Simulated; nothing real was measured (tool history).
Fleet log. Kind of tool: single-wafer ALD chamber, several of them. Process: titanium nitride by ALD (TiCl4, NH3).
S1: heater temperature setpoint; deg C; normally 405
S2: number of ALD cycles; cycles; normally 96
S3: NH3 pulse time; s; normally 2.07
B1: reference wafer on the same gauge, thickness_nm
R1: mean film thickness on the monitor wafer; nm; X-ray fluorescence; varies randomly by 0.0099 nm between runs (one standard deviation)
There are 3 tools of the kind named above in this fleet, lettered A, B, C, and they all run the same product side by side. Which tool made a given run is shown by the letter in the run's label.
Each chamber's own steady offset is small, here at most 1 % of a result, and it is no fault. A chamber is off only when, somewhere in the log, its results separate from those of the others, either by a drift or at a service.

run   hour   S1  S2    S3      B1      R1
 1B    7.1  405  96  2.07  2.5417  2.1216
      18.5  -- chamber C: thermocouple changed; heater temperature recalibrated
 2C     20  405  96  2.07  2.5413  2.1247
 3A   30.4  405  96  2.07  2.5434  2.1133
 4C   39.3  405  96  2.07  2.5424  2.1213
 5B   47.1  405  96  2.07  2.5393  2.1075
      50.4  -- chamber B: thermocouple changed; heater temperature recalibrated
 6A   60.6  405  96  2.07  2.5399  2.1125
 7A   74.2  405  80  2.43  2.5415  1.7803
 8C     83  405  80  2.43  2.5403   1.771
 9B   94.9  405  80  2.43  2.5423  1.7552
10C  109.8  405  96  2.07  2.5359  2.1364
11B  116.8  405  96  2.07  2.5368  2.1084
12A  124.7  405  96  2.07  2.5409  2.1139
13B  134.7  405  96  2.07   2.543   2.111
14C  149.1  405  96  1.49  2.5431  2.0905
15A  159.9  405  96  1.49  2.5405  2.0859
16B  167.8  405  96  1.49  2.5396  2.0779
17C  176.2  405  96  2.07  2.5405  2.1076
18A  187.7  405  96  2.07  2.5405  2.1076
19A  201.1  405  96  2.07  2.5427  2.1061
20C  208.6  405  96  2.07  2.5408  2.1224
21B  220.8  405  96  2.07  2.5435  2.1146
22A  229.8  405  96  2.07  2.5412  2.1172
23B  243.2  405  96  2.07  2.5421  2.1066
24C  252.4  405  96  2.07  2.5376  2.1296
25B  264.8  405  96  2.07  2.5419  2.1184
26C  273.1  414  96  2.07  2.5405  2.1166
27A  282.3  414  96  2.07  2.5436  2.1011
28A  294.6  414  96  2.07  2.5372  2.1316
29C  308.4  405  96  2.07   2.541  2.1157
30B  323.6  405  96  2.07  2.5386  2.1223
31A  332.6  405  96  2.07  2.5415  2.1138
32C  345.2  405  96  2.07  2.5404  2.1132
33B  357.1  405  96  2.07  2.5415  2.1004
34B  365.7  405  96  2.07  2.5376  2.1019
35C  379.9  395  86  2.07  2.5407  1.8938
36A  392.2  395  86  2.07  2.5389  1.8848
37B  402.4  395  86  2.07   2.542  1.8626
38A  414.5  405  96  2.07   2.539  2.1149
39C  426.3  405  96  2.07  2.5375  2.0903
40B  439.6  405  96  2.07  2.5392  2.1024
41A  447.8  405  96  2.07  2.5405  2.1144
42C    461  405  96  2.07  2.5435  2.1166
43A  475.4  405  96  2.07  2.5396  2.1119
44B  489.1  405  96  2.07  2.5396  2.0966

The same settings go to every chamber for the next run, one line per chamber below. Forecast the results for each:
45A  500.1  405  96  2.07       ?
45B  500.1  405  96  2.07       ?
45C  500.1  405  96  2.07       ?

run      R1
45A  2.1344
45B  2.1134
45C  2.1169

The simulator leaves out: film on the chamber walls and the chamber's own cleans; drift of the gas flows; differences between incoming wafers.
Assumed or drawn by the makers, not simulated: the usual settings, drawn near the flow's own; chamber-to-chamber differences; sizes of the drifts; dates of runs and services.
